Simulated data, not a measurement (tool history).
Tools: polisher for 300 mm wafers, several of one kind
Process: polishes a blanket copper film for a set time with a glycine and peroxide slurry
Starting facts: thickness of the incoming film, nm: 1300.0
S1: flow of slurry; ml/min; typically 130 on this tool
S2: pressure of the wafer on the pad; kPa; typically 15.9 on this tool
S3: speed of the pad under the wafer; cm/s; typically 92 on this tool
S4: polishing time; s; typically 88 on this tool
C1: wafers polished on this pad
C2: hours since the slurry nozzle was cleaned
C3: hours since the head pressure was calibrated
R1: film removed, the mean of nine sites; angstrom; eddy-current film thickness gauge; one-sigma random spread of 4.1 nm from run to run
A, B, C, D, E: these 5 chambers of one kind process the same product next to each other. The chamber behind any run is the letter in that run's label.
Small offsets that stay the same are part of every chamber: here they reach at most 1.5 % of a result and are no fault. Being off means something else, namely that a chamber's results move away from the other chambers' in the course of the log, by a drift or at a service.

run 1C day=0.267 | S1=130 S2=15.9 S3=92 S4=88 | C1=480 C2=75.8 C3=159.5 | R1=3202.9
run 2E day=0.679 | S1=130 S2=15.9 S3=92 S4=88 | C1=437 C2=311 C3=181.8 | R1=3225.6
run 3D day=1.242 | S1=130 S2=15.9 S3=92 S4=88 | C1=770 C2=627.5 C3=201.2 | R1=3240.3
-- day=1.267 chamber E: worn pad replaced by a new one
-- day=1.529 chamber D: worn pad replaced by a new one
run 4A day=1.558 | S1=130 S2=15.9 S3=92 S4=88 | C1=589 C2=567.5 C3=326.4 | R1=3194.9
-- day=1.8 chamber E: slurry nozzle cleaned
run 5B day=1.896 | S1=130 S2=15.9 S3=92 S4=88 | C1=452 C2=647.2 C3=1331.8 | R1=3225.8
run 6B day=2.167 | S1=130 S2=15.9 S3=92 S4=88 | C1=508 C2=653.7 C3=1338.3 | R1=3239.6
run 7E day=2.425 | S1=130 S2=15.9 S3=92 S4=88 | C1=240 C2=15.1 C3=223.7 | R1=3203.4
run 8C day=2.917 | S1=150 S2=15.9 S3=82 S4=88 | C1=1030 C2=139.4 C3=223.1 | R1=3014.5
run 9D day=3.4 | S1=150 S2=15.9 S3=82 S4=88 | C1=388 C2=679.3 C3=253 | R1=3080.3
run 10A day=3.838 | S1=150 S2=15.9 S3=82 S4=88 | C1=1062 C2=622.2 C3=381.1 | R1=3052.5
-- day=4.15 chamber D: slurry nozzle cleaned
-- day=4.233 chamber A: slurry nozzle cleaned
run 11B day=4.312 | S1=150 S2=15.9 S3=82 S4=88 | C1=954 C2=705.2 C3=1389.8 | R1=3097.9
-- day=4.354 chamber E: worn pad replaced by a new one
-- day=4.496 chamber C: slurry nozzle cleaned
run 12A day=4.738 | S1=150 S2=15.9 S3=82 S4=88 | C1=1249 C2=12.2 C3=402.7 | R1=3101.4
-- day=4.742 chamber D: worn pad replaced by a new one
run 13E day=5.071 | S1=130 S2=15.9 S3=92 S4=88 | C1=149 C2=78.6 C3=287.2 | R1=3247.2
-- day=5.167 chamber A: worn pad replaced by a new one
-- day=5.183 chamber B: worn pad replaced by a new one
-- day=5.512 chamber B: slurry nozzle cleaned
run 14D day=5.579 | S1=130 S2=15.9 S3=92 S4=88 | C1=174 C2=34.3 C3=305.3 | R1=3205
-- day=5.688 chamber B: head pressure recalibrated
run 15C day=5.912 | S1=130 S2=15.9 S3=92 S4=88 | C1=1651 C2=34 C3=295 | R1=3277.9
run 16C day=6.312 | S1=130 S2=15.9 S3=92 S4=88 | C1=1734 C2=43.6 C3=304.6 | R1=3182.7
run 17A day=6.858 | S1=130 S2=15.9 S3=92 S4=88 | C1=351 C2=63.1 C3=453.6 | R1=3264.4
run 18B day=7.188 | S1=130 S2=15.9 S3=92 S4=88 | C1=416 C2=40.2 C3=36.1 | R1=3246.1
-- day=7.717 chamber E: worn pad replaced by a new one
run 19E day=7.746 | S1=130 S2=15.9 S3=92 S4=88 | C1=6 C2=142.8 C3=351.4 | R1=3182.3
-- day=8.096 chamber D: worn pad replaced by a new one
run 20D day=8.292 | S1=130 S2=15.9 S3=92 S4=88 | C1=40 C2=99.4 C3=370.4 | R1=3283
run 21B day=8.592 | S1=130 S2=15.9 S3=92 S4=88 | C1=707 C2=73.9 C3=69.8 | R1=3266.6
-- day=8.683 chamber A: head pressure recalibrated
run 22A day=8.912 | S1=130 S2=15.9 S3=92 S4=88 | C1=778 C2=112.4 C3=5.6 | R1=3237.7
run 23C day=9.321 | S1=130 S2=20 S3=92 S4=88 | C1=2359 C2=115.8 C3=376.8 | R1=3884.3
run 24D day=9.817 | S1=130 S2=20 S3=92 S4=88 | C1=357 C2=136 C3=407 | R1=3852.2
-- day=9.958 chamber E: head pressure recalibrated
run 25E day=10.15 | S1=130 S2=20 S3=92 S4=88 | C1=505 C2=200.5 C3=4.7 | R1=3929.9
-- day=10.525 chamber E: worn pad replaced by a new one
run 26A day=10.596 | S1=130 S2=20 S3=92 S4=88 | C1=1127 C2=152.8 C3=46 | R1=3877.3
run 27E day=11.025 | S1=130 S2=20 S3=92 S4=88 | C1=104 C2=221.5 C3=25.7 | R1=3937.9
-- day=11.429 chamber A: worn pad replaced by a new one
run 28D day=11.546 | S1=130 S2=15.9 S3=92 S4=88 | C1=716 C2=177.5 C3=448.5 | R1=3281.3
-- day=11.692 chamber D: worn pad replaced by a new one
-- day=11.8 chamber B: worn pad replaced by a new one
run 29C day=11.825 | S1=130 S2=15.9 S3=92 S4=88 | C1=2879 C2=175.9 C3=436.9 | R1=3115
run 30B day=12.221 | S1=130 S2=15.9 S3=92 S4=88 | C1=87 C2=161 C3=156.9 | R1=3254
run 31A day=12.725 | S1=130 S2=15.9 S3=92 S4=88 | C1=269 C2=203.9 C3=97.1 | R1=3269.3
run 32C day=13.304 | S1=130 S2=15.9 S3=92 S4=88 | C1=3186 C2=211.4 C3=472.4 | R1=3076.1
-- day=13.467 chamber E: worn pad replaced by a new one
run 33E day=13.688 | S1=130 S2=15.9 S3=92 S4=88 | C1=46 C2=285.4 C3=89.6 | R1=3233.5
run 34B day=14.196 | S1=100 S2=15.9 S3=68 S4=88 | C1=497 C2=208.4 C3=204.3 | R1=2453.1
run 35D day=14.625 | S1=100 S2=15.9 S3=68 S4=88 | C1=609 C2=251.4 C3=522.4 | R1=2441.5

Is one chamber off against the others, does the gauge drift, or is nothing wrong? If a chamber is off, say which, and what the likeliest cause is.

It is chamber C that slowly wanders off from its peers.
Likeliest cause: removal rate lost through wear of the pad, % = 6.76.
The log may not tell that from: head's pressure below its setpoint, %.

Which of the 4 candidates below, each the usual settings with something changed and its results left as question marks, puts chamber C back in line with what the other chambers give on the usual settings?
To be in line, a result may differ from the other chambers' mean on the usual settings by at most: R1 140 angstrom
run 36C-1 day=15.042 | S1=130 S2=15.2 S3=88 S4=88 | R1=?
run 36C-2 day=15.042 | S1=130 S2=16.5 S3=92 S4=91 | R1=?
run 36C-3 day=15.042 | S1=135 S2=18.6 S3=92 S4=88 | R1=?
run 36C-4 day=15.042 | S1=130 S2=15.2 S3=88 S4=83 | R1=?

Other chambers, usual settings, mean: R1 3250.9 angstrom
run=36C-1 R1=2854.3
run=36C-2 R1=3267.8
run=36C-3 R1=3497.5
run=36C-4 R1=2692.2
The answer is 36C-2, which returns the chamber to within the allowed miss of the others.
